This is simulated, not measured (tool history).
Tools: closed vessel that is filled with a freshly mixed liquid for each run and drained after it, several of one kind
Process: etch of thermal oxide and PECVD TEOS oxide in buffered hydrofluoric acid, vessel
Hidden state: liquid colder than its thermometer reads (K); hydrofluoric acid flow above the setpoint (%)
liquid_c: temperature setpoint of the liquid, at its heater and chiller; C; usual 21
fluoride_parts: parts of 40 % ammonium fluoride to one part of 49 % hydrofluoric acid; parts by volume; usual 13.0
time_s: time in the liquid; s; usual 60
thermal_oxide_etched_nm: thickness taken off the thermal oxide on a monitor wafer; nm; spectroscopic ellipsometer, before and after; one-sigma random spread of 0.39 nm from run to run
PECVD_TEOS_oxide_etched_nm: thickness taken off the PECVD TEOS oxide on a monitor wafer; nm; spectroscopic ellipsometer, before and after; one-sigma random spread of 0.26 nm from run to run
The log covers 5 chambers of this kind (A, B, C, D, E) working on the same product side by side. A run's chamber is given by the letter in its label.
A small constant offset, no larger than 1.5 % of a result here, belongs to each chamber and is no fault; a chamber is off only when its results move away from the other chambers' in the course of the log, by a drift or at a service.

run   hour  liquid_c  fluoride_parts  time_s  hours since the thermometer was replaced  hours since the hydrofluoric acid flow meter was replaced  read-back film thickness of the thermal oxide reference wafer, read on the same gauge (nm)  read-back film thickness of the PECVD TEOS oxide reference wafer, read on the same gauge (nm)  thermal_oxide_etched_nm  PECVD_TEOS_oxide_etched_nm
 1C    4.6        21            13.0      60                                       4.7                                                      680.6                                                                                     100.020                                                                                         80.025                   45.315                      82.953
 2D    7.6        21            13.0      60                                     695.6                                                      365.3                                                                                     100.050                                                                                         79.999                   45.024                      82.207
 3E   12.2        21            13.0      60                                    2208.9                                                      781.0                                                                                     100.050                                                                                         79.991                   44.323                      81.534
 4B   16.0        21            13.0      60                                    1001.8                                                      501.1                                                                                     100.020                                                                                         80.018                   45.107                      83.529
 5A   18.8        24            13.0      85                                    1859.5                                                      585.3                                                                                      99.962                                                                                         80.052                   74.697                     136.870
      20.3  -- chamber A: hydrofluoric acid flow meter replaced
 6E   21.6        24            13.0      85                                    2218.3                                                      790.4                                                                                     100.030                                                                                         80.054                   74.614                     136.960
 7D   24.7        24            13.0      85                                     712.7                                                      382.4                                                                                     100.010                                                                                         80.003                   75.207                     137.000
 8A   27.2        24            13.0      85                                    1867.9                                                        7.0                                                                                     100.010                                                                                         79.984                   75.771                     136.100
 9B   31.9        24            13.0      85                                    1017.7                                                      517.0                                                                                     100.020                                                                                         79.993                   75.478                     139.340
10C   36.5        21            13.0      60                                      36.6                                                      712.5                                                                                      99.990                                                                                         80.031                   45.991                      82.635
11C   39.3        21            13.0      60                                      39.4                                                      715.3                                                                                     100.050                                                                                         79.992                   45.283                      82.838
12E   41.4        21            13.0      60                                    2238.1                                                      810.2                                                                                     100.000                                                                                         79.979                   44.883                      81.530
13A   44.5        21            13.0      60                                    1885.2                                                       24.3                                                                                      99.966                                                                                         80.024                   44.994                      81.728
14B   48.7        21            13.0      60                                    1034.5                                                      533.8                                                                                      99.962                                                                                         80.025                   45.401                      83.436
15D   50.9        21            11.0      80                                     738.9                                                      408.6                                                                                      99.995                                                                                         80.005                   71.236                     128.860
16D   55.7        21            11.0      80                                     743.7                                                      413.4                                                                                     100.030                                                                                         79.997                   70.443                     129.250
17A   58.1        21            11.0      80                                    1898.8                                                       37.9                                                                                      99.998                                                                                         79.949                   71.019                     128.300
18C   61.0        21            11.0      80                                      61.1                                                      737.0                                                                                      99.987                                                                                         80.006                   71.872                     129.630
19B   65.9        21            11.0      80                                    1051.7                                                      551.0                                                                                      99.973                                                                                         80.040                   70.889                     131.280
20E   70.2        21            14.5      60                                    2266.9                                                      839.0                                                                                     100.000                                                                                         79.987                   40.149                      73.055
21D   74.6        21            14.5      60                                     762.6                                                      432.3                                                                                     100.000                                                                                         79.987                   41.234                      73.107
22B   79.0        21            14.5      60                                    1064.8                                                      564.1                                                                                     100.010                                                                                         79.962                   40.930                      74.900
23A   81.7        21            14.5      60                                    1922.4                                                       61.5                                                                                     100.010                                                                                         80.069                   40.373                      73.031
24E   83.9        21            14.5      60                                    2280.6                                                      852.7                                                                                      99.971                                                                                         80.035                   40.473                      73.192
25C   88.9        21            13.0      60                                      89.0                                                      764.9                                                                                      99.998                                                                                         79.979                   44.783                      82.558
26B   93.8        21            13.0      60                                    1079.6                                                      578.9                                                                                      99.964                                                                                         80.041                   44.423                      83.237
27E   97.5        21            13.0      60                                    2294.2                                                      866.3                                                                                     100.000                                                                                         79.991                   43.972                      81.786
28C  101.9        21            13.0      60                                     102.0                                                      777.9                                                                                     100.010                                                                                         80.032                   45.259                      82.768
     103.6  -- chamber D: thermometer replaced
29D  104.6        21            13.0      60                                       1.1                                                      462.3                                                                                     100.020                                                                                         80.006                   45.391                      82.052
30A  107.2        21            13.0      60                                    1947.9                                                       87.0                                                                                      99.992                                                                                         80.051                   45.177                      81.398
31D  110.0        21            13.0      60                                       6.5                                                      467.7                                                                                      99.982                                                                                         79.977                   45.655                      81.815
32A  113.5        21            13.0      60                                    1954.2                                                       93.3                                                                                     100.020                                                                                         79.994                   45.684                      81.304
33B  118.2        21            13.0      60                                    1104.0                                                      603.3                                                                                      99.971                                                                                         79.954                   45.344                      83.842
34C  121.6        21            13.0      60                                     121.7                                                      797.6                                                                                     100.000                                                                                         79.978                   45.492                      82.961
     122.3  -- chamber E: thermometer replaced
35E  124.8        21            13.0      60                                       2.6                                                      893.6                                                                                      99.974                                                                                         80.001                   44.988                      81.536
36B  127.4        21            13.0      60                                    1113.2                                                      612.5                                                                                     100.000                                                                                         79.982                   44.589                      83.302
37E  130.8        21            13.0      60                                       8.6                                                      899.6                                                                                      99.986                                                                                         80.008                   44.857                      81.512
38A  135.0        21            13.0      60                                    1975.7                                                      114.8                                                                                     100.010                                                                                         79.955                   44.547                      81.182
39D  139.8        21            13.0      60                                      36.3                                                      497.5                                                                                      99.987                                                                                         80.011                   44.977                      81.818
40C  142.0        21            13.0      60                                     142.1                                                      818.0                                                                                      99.988                                                                                         80.007                   45.528                      82.545

Next, every chamber runs the same settings. What will each give?
41A  145.5        21            13.0      60                                                                                                                                                                                                                                                                                                                        ?                           ?
41B  145.5        21            13.0      60                                                                                                                                                                                                                                                                                                                        ?                           ?
41C  145.5        21            13.0      60                                                                                                                                                                                                                                                                                                                        ?                           ?
41D  145.5        21            13.0      60                                                                                                                                                                                                                                                                                                                        ?                           ?
41E  145.5        21            13.0      60                                                                                                                                                                                                                                                                                                                        ?                           ?

run  thermal_oxide_etched_nm  PECVD_TEOS_oxide_etched_nm
41A                   44.332                      81.340
41B                   45.110                      83.514
41C                   45.662                      82.765
41D                   46.056                      82.079
41E                   44.666                      81.969
